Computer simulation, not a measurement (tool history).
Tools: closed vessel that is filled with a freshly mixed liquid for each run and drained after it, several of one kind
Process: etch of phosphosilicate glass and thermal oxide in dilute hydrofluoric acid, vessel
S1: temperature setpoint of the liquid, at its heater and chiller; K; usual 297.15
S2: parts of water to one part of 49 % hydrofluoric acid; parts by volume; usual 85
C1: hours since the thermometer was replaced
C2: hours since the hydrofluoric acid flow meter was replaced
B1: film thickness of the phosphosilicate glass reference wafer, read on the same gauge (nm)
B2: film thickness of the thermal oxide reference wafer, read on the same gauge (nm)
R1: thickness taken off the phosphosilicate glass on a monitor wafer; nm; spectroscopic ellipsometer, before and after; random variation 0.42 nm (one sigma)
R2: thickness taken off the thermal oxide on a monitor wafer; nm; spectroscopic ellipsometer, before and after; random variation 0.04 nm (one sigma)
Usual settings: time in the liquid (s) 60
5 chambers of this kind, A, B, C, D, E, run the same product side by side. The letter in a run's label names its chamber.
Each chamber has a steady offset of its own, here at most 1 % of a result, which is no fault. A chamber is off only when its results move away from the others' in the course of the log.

{"run": "1C", "hour": 5.3, "S1": 297.15, "S2": 85, "time in the liquid (s)": 60, "C1": 536.2, "C2": 1337.7, "B1": 49.972, "B2": 60.031, "R1": 44.069, "R2": 3.3676}
{"run": "2A", "hour": 10.0, "S1": 297.15, "S2": 85, "time in the liquid (s)": 60, "C1": 781.2, "C2": 348.6, "B1": 50.016, "B2": 59.978, "R1": 43.796, "R2": 3.4379}
{"run": "3E", "hour": 15.5, "S1": 297.15, "S2": 85, "time in the liquid (s)": 60, "C1": 338.7, "C2": 920.5, "B1": 49.969, "B2": 59.991, "R1": 43.218, "R2": 3.3983}
{"run": "4D", "hour": 22.0, "S1": 297.15, "S2": 85, "time in the liquid (s)": 60, "C1": 631.4, "C2": 1368.4, "B1": 49.999, "B2": 59.997, "R1": 43.713, "R2": 3.4743}
{"run": "5B", "hour": 31.3, "S1": 297.15, "S2": 85, "time in the liquid (s)": 60, "C1": 366.2, "C2": 392.1, "B1": 50.01, "B2": 60.02, "R1": 43.63, "R2": 3.4786}
{"run": "6E", "hour": 36.2, "S1": 297.15, "S2": 85, "time in the liquid (s)": 60, "C1": 359.4, "C2": 941.2, "B1": 50, "B2": 59.989, "R1": 43.295, "R2": 3.3591}
{"run": "7C", "hour": 41.0, "S1": 297.15, "S2": 85, "time in the liquid (s)": 60, "C1": 571.9, "C2": 1373.4, "B1": 50.028, "B2": 60, "R1": 43.886, "R2": 3.5067}
{"run": "8A", "hour": 48.5, "S1": 298.65, "S2": 105, "time in the liquid (s)": 60, "C1": 819.7, "C2": 387.1, "B1": 49.998, "B2": 59.99, "R1": 36.609, "R2": 2.8839}
{"run": "9B", "hour": 55.3, "S1": 298.65, "S2": 105, "time in the liquid (s)": 60, "C1": 390.2, "C2": 416.1, "B1": 49.992, "B2": 60.032, "R1": 36.53, "R2": 2.9063}
{"run": "10D", "hour": 59.8, "S1": 298.65, "S2": 105, "time in the liquid (s)": 60, "C1": 669.2, "C2": 1406.2, "B1": 49.982, "B2": 60, "R1": 35.946, "R2": 2.8321}
{"run": "11E", "hour": 66.1, "S1": 298.65, "S2": 105, "time in the liquid (s)": 60, "C1": 389.3, "C2": 971.1, "B1": 50.013, "B2": 60.004, "R1": 36.625, "R2": 2.8966}
{"hour": 72.6, "done": "chamber E: hydrofluoric acid flow meter replaced"}
{"run": "12A", "hour": 74.9, "S1": 298.65, "S2": 105, "time in the liquid (s)": 60, "C1": 846.1, "C2": 413.5, "B1": 49.982, "B2": 60.001, "R1": 36.462, "R2": 2.9161}
{"hour": 79.3, "done": "chamber C: thermometer replaced"}
{"run": "13B", "hour": 83.7, "S1": 297.15, "S2": 85, "time in the liquid (s)": 60, "C1": 418.6, "C2": 444.5, "B1": 50.052, "B2": 60.026, "R1": 43.262, "R2": 3.3911}
{"run": "14D", "hour": 89.8, "S1": 297.15, "S2": 85, "time in the liquid (s)": 60, "C1": 699.2, "C2": 1436.2, "B1": 50.03, "B2": 60.02, "R1": 42.625, "R2": 3.4736}
{"run": "15C", "hour": 95.3, "S1": 297.15, "S2": 85, "time in the liquid (s)": 60, "C1": 16, "C2": 1427.7, "B1": 49.982, "B2": 59.983, "R1": 42.676, "R2": 3.477}
{"run": "16B", "hour": 105.3, "S1": 297.15, "S2": 85, "time in the liquid (s)": 60, "C1": 440.2, "C2": 466.1, "B1": 49.979, "B2": 59.997, "R1": 43.523, "R2": 3.478}
{"run": "17C", "hour": 113.8, "S1": 297.15, "S2": 85, "time in the liquid (s)": 60, "C1": 34.5, "C2": 1446.2, "B1": 49.994, "B2": 59.979, "R1": 43.004, "R2": 3.4822}
{"run": "18D", "hour": 120.5, "S1": 297.15, "S2": 85, "time in the liquid (s)": 60, "C1": 729.9, "C2": 1466.9, "B1": 49.981, "B2": 60.015, "R1": 42.723, "R2": 3.3956}
{"run": "19A", "hour": 125.9, "S1": 297.15, "S2": 85, "time in the liquid (s)": 60, "C1": 897.1, "C2": 464.5, "B1": 49.994, "B2": 59.98, "R1": 42.831, "R2": 3.4818}
{"run": "20E", "hour": 131.0, "S1": 297.15, "S2": 85, "time in the liquid (s)": 60, "C1": 454.2, "C2": 58.5, "B1": 49.982, "B2": 59.994, "R1": 42.837, "R2": 3.4256}
{"run": "21B", "hour": 139.0, "S1": 297.15, "S2": 85, "time in the liquid (s)": 60, "C1": 473.9, "C2": 499.8, "B1": 49.95, "B2": 59.965, "R1": 43.65, "R2": 3.476}
{"hour": 147.9, "done": "chamber A: thermometer replaced"}
{"run": "22C", "hour": 148.8, "S1": 297.15, "S2": 85, "time in the liquid (s)": 60, "C1": 69.5, "C2": 1481.2, "B1": 50.003, "B2": 60.006, "R1": 43.33, "R2": 3.453}
{"run": "23D", "hour": 156.7, "S1": 297.15, "S2": 85, "time in the liquid (s)": 60, "C1": 766.1, "C2": 1503.1, "B1": 49.986, "B2": 60.01, "R1": 43.171, "R2": 3.4791}
{"run": "24A", "hour": 164.3, "S1": 297.15, "S2": 85, "time in the liquid (s)": 60, "C1": 16.5, "C2": 502.9, "B1": 50.024, "B2": 59.977, "R1": 43.938, "R2": 3.4229}
{"run": "25E", "hour": 169.9, "S1": 297.15, "S2": 85, "time in the liquid (s)": 60, "C1": 493.1, "C2": 97.4, "B1": 50.009, "B2": 59.997, "R1": 43.913, "R2": 3.448}
{"run": "26A", "hour": 176.7, "S1": 297.15, "S2": 85, "time in the liquid (s)": 60, "C1": 28.9, "C2": 515.3, "B1": 49.963, "B2": 60.013, "R1": 44.092, "R2": 3.4676}
{"run": "27E", "hour": 183.8, "S1": 297.15, "S2": 85, "time in the liquid (s)": 60, "C1": 507, "C2": 111.3, "B1": 49.948, "B2": 59.984, "R1": 43.543, "R2": 3.4449}
{"run": "28B", "hour": 189.7, "S1": 297.15, "S2": 85, "time in the liquid (s)": 60, "C1": 524.6, "C2": 550.5, "B1": 49.997, "B2": 59.973, "R1": 43.409, "R2": 3.5138}
{"run": "29C", "hour": 197.1, "S1": 297.15, "S2": 85, "time in the liquid (s)": 60, "C1": 117.8, "C2": 1529.5, "B1": 49.99, "B2": 59.981, "R1": 43.696, "R2": 3.4125}
{"run": "30D", "hour": 204.1, "S1": 297.15, "S2": 85, "time in the liquid (s)": 60, "C1": 813.5, "C2": 1550.5, "B1": 49.939, "B2": 59.98, "R1": 43.189, "R2": 3.4598}
{"run": "31C", "hour": 208.7, "S1": 297.15, "S2": 85, "time in the liquid (s)": 60, "C1": 129.4, "C2": 1541.1, "B1": 50.014, "B2": 60.018, "R1": 42.54, "R2": 3.4193}
{"run": "32A", "hour": 213.1, "S1": 301.65, "S2": 85, "time in the liquid (s)": 45, "C1": 65.3, "C2": 551.7, "B1": 49.976, "B2": 59.999, "R1": 39.296, "R2": 3.1101}
{"run": "33E", "hour": 221.0, "S1": 301.65, "S2": 85, "time in the liquid (s)": 45, "C1": 544.2, "C2": 148.5, "B1": 49.998, "B2": 59.992, "R1": 39.121, "R2": 3.0429}
{"run": "34D", "hour": 226.2, "S1": 301.65, "S2": 85, "time in the liquid (s)": 45, "C1": 835.6, "C2": 1572.6, "B1": 49.951, "B2": 59.998, "R1": 39.357, "R2": 3.0297}
{"run": "35B", "hour": 235.5, "S1": 301.65, "S2": 85, "time in the liquid (s)": 45, "C1": 570.4, "C2": 596.3, "B1": 50.036, "B2": 59.981, "R1": 38.811, "R2": 3.0679}

What goes on in this fleet: one chamber off, a drifting gauge, or nothing beyond the chambers' own small offsets? Name the chamber and the cause, if any.

No chamber stands off beyond its own small offset, and the gauge holds steady.

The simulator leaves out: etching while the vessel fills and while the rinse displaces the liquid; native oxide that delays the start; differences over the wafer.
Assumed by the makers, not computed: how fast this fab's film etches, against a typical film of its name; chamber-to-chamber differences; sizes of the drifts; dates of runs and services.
